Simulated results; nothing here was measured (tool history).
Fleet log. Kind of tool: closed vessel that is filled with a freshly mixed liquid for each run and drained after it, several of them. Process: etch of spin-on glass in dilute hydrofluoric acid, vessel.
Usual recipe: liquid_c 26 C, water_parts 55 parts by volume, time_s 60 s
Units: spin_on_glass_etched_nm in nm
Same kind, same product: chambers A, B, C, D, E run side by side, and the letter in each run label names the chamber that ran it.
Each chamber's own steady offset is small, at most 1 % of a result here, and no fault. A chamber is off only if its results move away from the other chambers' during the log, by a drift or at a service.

run	hour	liquid_c	water_parts	time_s	hours since the thermometer was replaced	hours since the hydrofluoric acid flow meter was replaced	read-back film thickness of the spin-on glass reference wafer, read on the same gauge (nm)	spin_on_glass_etched_nm
1B	4.3	26	55	60	370.7	236.1	120	33.2
2E	9	26	55	60	398	835.4	120	33.409
3D	13.6	26	55	60	376.7	1337.6	120.02	33.675
4C	19.4	26	55	60	534.5	593.2	119.99	32.619
5A	25.8	26	55	60	2602.9	1026.7	119.99	33.175
6A	32.6	26	55	60	2609.7	1033.5	119.98	33.175
7B	39.3	26	55	60	405.7	271.1	120	33.651
8E	42.9	26	55	60	431.9	869.3	119.99	33.445
9D	48.4	26	55	60	411.5	1372.4	119.99	33.681
10C	54.9	26	55	60	570	628.7	120	33.465
11E	59.5	26	55	60	448.5	885.9	120.01	33.262
12B	66	26	55	60	432.4	297.8	119.99	33.482
13A	71.3	30.5	85	60	2648.4	1072.2	120.01	25.154
14C	74.4	30.5	85	60	589.5	648.2	119.99	25.134
15D	78.9	30.5	85	60	442	1402.9	119.99	24.556
16D	83.5	30.5	85	60	446.6	1407.5	120	24.779
17A	89.3	30.5	85	60	2666.4	1090.2	119.99	24.843
18C	93.9	26	55	60	609	667.7	120.02	34.406
19E	100.2	26	55	60	489.2	926.6	120	33.431
20B	105.1	26	55	60	471.5	336.9	119.99	33.611
21A	110.6	26	55	60	2687.7	1111.5	119.99	32.621
22E	113.9	26	55	60	502.9	940.3	120.01	33.622
23D	118	26	55	60	481.1	1442	119.99	33.232
24B	122.2	26	55	60	488.6	354	119.98	33.863
25C	128.8	26	55	60	643.9	702.6	119.99	35.916
26C	131.7	26	55	60	646.8	705.5	119.98	35.924
27B	135.6	26	55	60	502	367.4	119.97	33.519
28A	140.1	26	55	60	2717.2	1141	119.96	33.506
29E	144.4	26	55	60	533.4	970.8	120.01	33.521
30D	148.1	26	55	60	511.2	1472.1	120	33.781
31E	154.3	26	55	85	543.3	980.7	119.98	47.962

Which is it: a chamber that has drifted or been left off by a service, a gauge drift common to all chambers, or only each chamber's usual small offset? If a chamber is off, name it and its likeliest cause.

Little by little, chamber C moves away from the other chambers.
Likeliest cause: liquid hotter than its thermometer reads (K) = 2.29.
Not necessarily distinguishable in this log from: hydrofluoric acid flow above the setpoint (%).

Here are 4 candidates for chamber C's next run, each the usual settings with a change, their results left as question marks. Which one brings its results back in line with what the others give on the usual settings?
Maximum distance from the other chambers' mean on the usual settings for a result to count as in line: spin_on_glass_etched_nm 0.92 nm
32C-1	159.1	26	55	55				?
32C-2	159.1	30	55	60				?
32C-3	159.1	22	55	60				?
32C-4	159.1	28	55	60				?

Usual-settings mean across the other chambers: spin_on_glass_etched_nm 33.518 nm
run	spin_on_glass_etched_nm
32C-1	33.635
32C-2	42.947
32C-3	31.186
32C-4	39.722
It is 32C-1 that realigns the chamber with its peers.
